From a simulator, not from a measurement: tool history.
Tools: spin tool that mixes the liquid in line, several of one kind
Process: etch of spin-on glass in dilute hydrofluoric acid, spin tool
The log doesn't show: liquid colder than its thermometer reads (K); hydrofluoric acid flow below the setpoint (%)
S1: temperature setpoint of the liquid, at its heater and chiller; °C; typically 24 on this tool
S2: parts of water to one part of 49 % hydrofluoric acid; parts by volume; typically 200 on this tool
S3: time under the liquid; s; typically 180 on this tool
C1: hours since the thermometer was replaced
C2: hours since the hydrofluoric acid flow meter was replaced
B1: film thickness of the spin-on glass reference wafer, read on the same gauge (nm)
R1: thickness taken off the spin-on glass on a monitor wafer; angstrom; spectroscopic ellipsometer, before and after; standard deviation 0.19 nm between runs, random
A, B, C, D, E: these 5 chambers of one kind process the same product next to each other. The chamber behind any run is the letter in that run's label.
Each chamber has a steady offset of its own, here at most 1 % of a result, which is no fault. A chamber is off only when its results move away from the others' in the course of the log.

run   hour    S1   S2   S3      C1      C2      B1      R1
 1A    9.5    24  200  180   388.6  1043.5  99.999  416.16
      16.4  -- chamber D: hydrofluoric acid flow meter replaced
 2B     17    24  200  180  1392.9   625.4  99.991  418.46
 3E   26.4    24  200  180    1188  1627.9  99.998  420.32
 4C   35.3    24  200  180   609.7   988.9  100.01  416.17
      38.8  -- chamber E: thermometer replaced
 5D   43.1    24  200  270   578.5    26.7  100.02  625.01
 6D   48.8    24  200  270   584.2    32.4  100.01  625.88
 7B   58.7    24  200  270  1434.6   667.1  99.992  630.69
 8A   69.8    24  200  270   448.9  1103.8  99.978  626.05
 9C   78.2    24  200  270   652.6  1031.8  100.01  625.81
        84  -- chamber E: hydrofluoric acid flow meter replaced
10E   86.3    24  200  180    47.5     2.4     100  420.44
11A   99.1    24  200  180   478.2  1133.1  99.998  418.21
12E  106.8    21  245  180      68    22.9     100   291.5
13C    113    21  245  180   687.4  1066.6  100.01  292.42
14D  118.8    21  245  180   654.2   102.4     100  292.52
15B  128.4    21  245  180  1504.3   736.8  99.991  292.26
16B  139.2    21  245  180  1515.1   747.6  100.01  293.26
17C  144.8    24  150  285   719.2  1098.4  99.995  928.76
18E  155.8    24  150  285     117    71.9     100   939.4
19A  167.8    24  150  285   546.9  1201.8  100.01  923.36
20D  176.9    24  150  285   712.3   160.5  99.988   927.6
21D  184.4    24  150  285   719.8     168  99.989  933.67
22C    191    24  200  180   765.4  1144.6  99.997  419.38
23A  199.8    24  200  180   578.9  1233.8     100  409.77
24B  206.4    24  200  180  1582.3   814.8  99.988  423.64
25E  218.7  26.5  200  255   179.9   134.8     100   653.4
26E  227.9  26.5  200  255   189.1     144  99.986  654.59
27A    238  26.5  200  255   617.1    1272  99.987  632.43
28D  247.9  26.5  200  255   783.3   231.5     100  646.52
29B  257.4  26.5  200  255  1633.3   865.8  100.02   650.9
30C  270.1    24  200  180   844.5  1223.7     100   418.7
31D  282.8    24  200  180   818.2   266.4  99.989  416.19
32E  294.2    24  200  180   255.4   210.3     100  421.25
33A  300.4    24  200  100   679.5  1334.4  99.992  224.15
34B  313.5    24  200  100  1689.4   921.9  99.986  232.65
35C  324.5    24  200  100   898.9  1278.1  99.992  231.21
36E  336.4    24  200  100   297.6   252.5     100  233.76
37A  343.5    24  200  100   722.6  1377.5  99.982  222.78
38C  355.8    24  200  180   930.2  1309.4  99.983  418.82
39D  367.7    24  200  180   903.1   351.3  100.01  414.21
40B  380.3    24  200  180  1756.2   988.7  99.993   421.9
41A  388.7    24  200  180   767.8  1422.7  99.997  392.57

Has any chamber moved away from the others, gradually or after a service, or does the common gauge drift, or do the chambers differ only by their own small steady offsets? State the chamber and the most likely cause if one applies.

It is chamber A that slowly wanders off from its peers.
Most likely cause: liquid colder than its thermometer reads (K) = 1.42.
From this log alone, it may not be told apart from: hydrofluoric acid flow below the setpoint (%).

Chamber A could run next with any of the 4 candidate recipes listed below; each alters the usual settings, and their results appear as question marks. Which one brings its results back in line with what the other chambers deliver on the usual settings?
In-line tolerance around the mean of the other chambers on the usual settings: R1 6.6 angstrom
42A-1  398.2  24  210  180               ?
42A-2  398.2  24  200  185               ?
42A-3  398.2  24  200  190               ?
42A-4  398.2  24  200  175               ?

The mean the other chambers reach with the usual settings: R1 418.78 angstrom
  run      R1
42A-1  372.48
42A-2  406.12
42A-3   417.1
42A-4  384.17
42A-3 is the one that brings the chamber's results back in line with the other chambers.

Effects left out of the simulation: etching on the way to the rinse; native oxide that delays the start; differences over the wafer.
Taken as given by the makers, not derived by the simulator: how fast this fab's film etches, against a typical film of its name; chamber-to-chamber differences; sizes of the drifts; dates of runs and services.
